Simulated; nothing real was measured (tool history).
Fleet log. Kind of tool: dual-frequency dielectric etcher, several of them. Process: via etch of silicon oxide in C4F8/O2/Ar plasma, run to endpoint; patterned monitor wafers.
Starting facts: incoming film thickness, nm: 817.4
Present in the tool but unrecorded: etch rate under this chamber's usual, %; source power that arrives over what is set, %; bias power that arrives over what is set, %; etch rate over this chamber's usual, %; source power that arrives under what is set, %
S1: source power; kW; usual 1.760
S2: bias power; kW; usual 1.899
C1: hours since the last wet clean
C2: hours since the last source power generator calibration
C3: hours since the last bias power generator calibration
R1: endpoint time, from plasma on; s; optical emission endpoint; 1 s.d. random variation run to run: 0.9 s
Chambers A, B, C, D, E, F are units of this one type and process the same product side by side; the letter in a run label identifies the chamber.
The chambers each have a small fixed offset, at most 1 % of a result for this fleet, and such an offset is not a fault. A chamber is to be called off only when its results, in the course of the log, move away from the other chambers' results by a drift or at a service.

run 1E hour=12.1 | S1=1.760 S2=1.899 | C1=137.6 C2=124.4 C3=1225.2 | R1=169.98
run 2D hour=21.6 | S1=1.760 S2=1.899 | C1=191.7 C2=245.6 C3=1729.6 | R1=171.55
run 3C hour=33.3 | S1=1.760 S2=1.899 | C1=342.3 C2=1120.6 C3=1322.4 | R1=171.74
run 4A hour=41.7 | S1=1.760 S2=1.899 | C1=362.0 C2=4495.1 C3=2594.8 | R1=171.63
run 5F hour=57.3 | S1=1.760 S2=1.899 | C1=201.4 C2=1351.9 C3=979.3 | R1=171.48
run 6B hour=71.5 | S1=2.150 S2=1.899 | C1=183.3 C2=163.3 C3=649.8 | R1=157.65
run 7A hour=78.7 | S1=2.150 S2=1.899 | C1=399.0 C2=4532.1 C3=2631.8 | R1=158.36
run 8B hour=88.2 | S1=2.150 S2=1.899 | C1=200.0 C2=180.0 C3=666.5 | R1=157.11
run 9C hour=101.1 | S1=2.150 S2=1.899 | C1=410.1 C2=1188.4 C3=1390.2 | R1=158.93
run 10F hour=110.4 | S1=2.150 S2=1.899 | C1=254.5 C2=1405.0 C3=1032.4 | R1=157.54
run 11E hour=125.5 | S1=2.150 S2=1.899 | C1=251.0 C2=237.8 C3=1338.6 | R1=159.30
run 12D hour=134.5 | S1=2.080 S2=2.219 | C1=304.6 C2=358.5 C3=1842.5 | R1=152.62
run 13B hour=150.2 | S1=2.080 S2=2.219 | C1=262.0 C2=242.0 C3=728.5 | R1=153.61
run 14F hour=158.8 | S1=2.080 S2=2.219 | C1=302.9 C2=1453.4 C3=1080.8 | R1=153.40
run 15C hour=174.0 | S1=2.080 S2=2.219 | C1=483.0 C2=1261.3 C3=1463.1 | R1=154.46
run 16A hour=186.0 | S1=2.080 S2=2.219 | C1=506.3 C2=4639.4 C3=2739.1 | R1=154.44
-- hour=194.7 chamber B: wet clean of the chamber
-- hour=196.8 chamber C: wet clean of the chamber
run 17E hour=197.4 | S1=2.080 S2=2.219 | C1=322.9 C2=309.7 C3=1410.5 | R1=152.15
run 18D hour=211.6 | S1=1.760 S2=1.899 | C1=381.7 C2=435.6 C3=1919.6 | R1=170.94
run 19B hour=221.2 | S1=1.760 S2=1.899 | C1=26.5 C2=313.0 C3=799.5 | R1=169.76
run 20E hour=237.1 | S1=1.760 S2=1.899 | C1=362.6 C2=349.4 C3=1450.2 | R1=171.98
run 21C hour=248.3 | S1=1.760 S2=1.899 | C1=51.6 C2=1335.6 C3=1537.4 | R1=170.88
-- hour=249.1 chamber A: source power generator calibrated
run 22D hour=261.8 | S1=1.760 S2=1.899 | C1=431.9 C2=485.8 C3=1969.8 | R1=171.05
run 23A hour=269.0 | S1=1.760 S2=1.899 | C1=589.3 C2=19.9 C3=2822.1 | R1=177.01
run 24F hour=276.2 | S1=1.760 S2=1.899 | C1=420.3 C2=1570.8 C3=1198.2 | R1=171.61
run 25B hour=286.8 | S1=1.760 S2=1.899 | C1=92.1 C2=378.6 C3=865.1 | R1=171.27
-- hour=299.0 chamber D: wet clean of the chamber
run 26D hour=302.0 | S1=2.170 S2=1.746 | C1=3.1 C2=526.0 C3=2010.0 | R1=161.68
run 27A hour=318.6 | S1=2.170 S2=1.746 | C1=638.9 C2=69.5 C3=2871.7 | R1=166.56
-- hour=330.0 chamber E: wet clean of the chamber
run 28C hour=332.3 | S1=2.170 S2=1.746 | C1=135.6 C2=1419.6 C3=1621.4 | R1=162.37
run 29F hour=341.7 | S1=2.170 S2=1.746 | C1=485.8 C2=1636.3 C3=1263.7 | R1=160.08
run 30E hour=349.9 | S1=2.170 S2=1.746 | C1=20.0 C2=462.2 C3=1563.0 | R1=161.66
run 31C hour=357.5 | S1=2.170 S2=1.746 | C1=160.8 C2=1444.8 C3=1646.6 | R1=161.30
-- hour=361.6 chamber F: wet clean of the chamber
run 32E hour=370.3 | S1=1.760 S2=1.899 | C1=40.4 C2=482.6 C3=1583.4 | R1=169.99
run 33D hour=386.6 | S1=1.760 S2=1.899 | C1=87.7 C2=610.6 C3=2094.6 | R1=171.44
run 34A hour=400.2 | S1=2.110 S2=2.204 | C1=720.5 C2=151.1 C3=2953.3 | R1=157.78
run 35B hour=412.5 | S1=2.110 S2=2.204 | C1=217.8 C2=504.3 C3=990.8 | R1=151.84
-- hour=419.1 chamber F: source power generator calibrated
run 36F hour=421.8 | S1=2.110 S2=2.204 | C1=60.2 C2=2.7 C3=1343.8 | R1=152.91
run 37B hour=432.4 | S1=2.110 S2=2.204 | C1=237.7 C2=524.2 C3=1010.7 | R1=151.66
run 38E hour=446.6 | S1=2.110 S2=2.204 | C1=116.7 C2=558.9 C3=1659.7 | R1=153.46

For the next run the whole fleet of 6 chambers uses the same settings. Give each chamber's results:
run 39A hour=458.5 | S1=1.760 S2=2.181 | R1=?
run 39B hour=458.5 | S1=1.760 S2=2.181 | R1=?
run 39C hour=458.5 | S1=1.760 S2=2.181 | R1=?
run 39D hour=458.5 | S1=1.760 S2=2.181 | R1=?
run 39E hour=458.5 | S1=1.760 S2=2.181 | R1=?
run 39F hour=458.5 | S1=1.760 S2=2.181 | R1=?

run=39A R1=174.01
run=39B R1=164.09
run=39C R1=164.02
run=39D R1=166.23
run=39E R1=164.39
run=39F R1=164.78
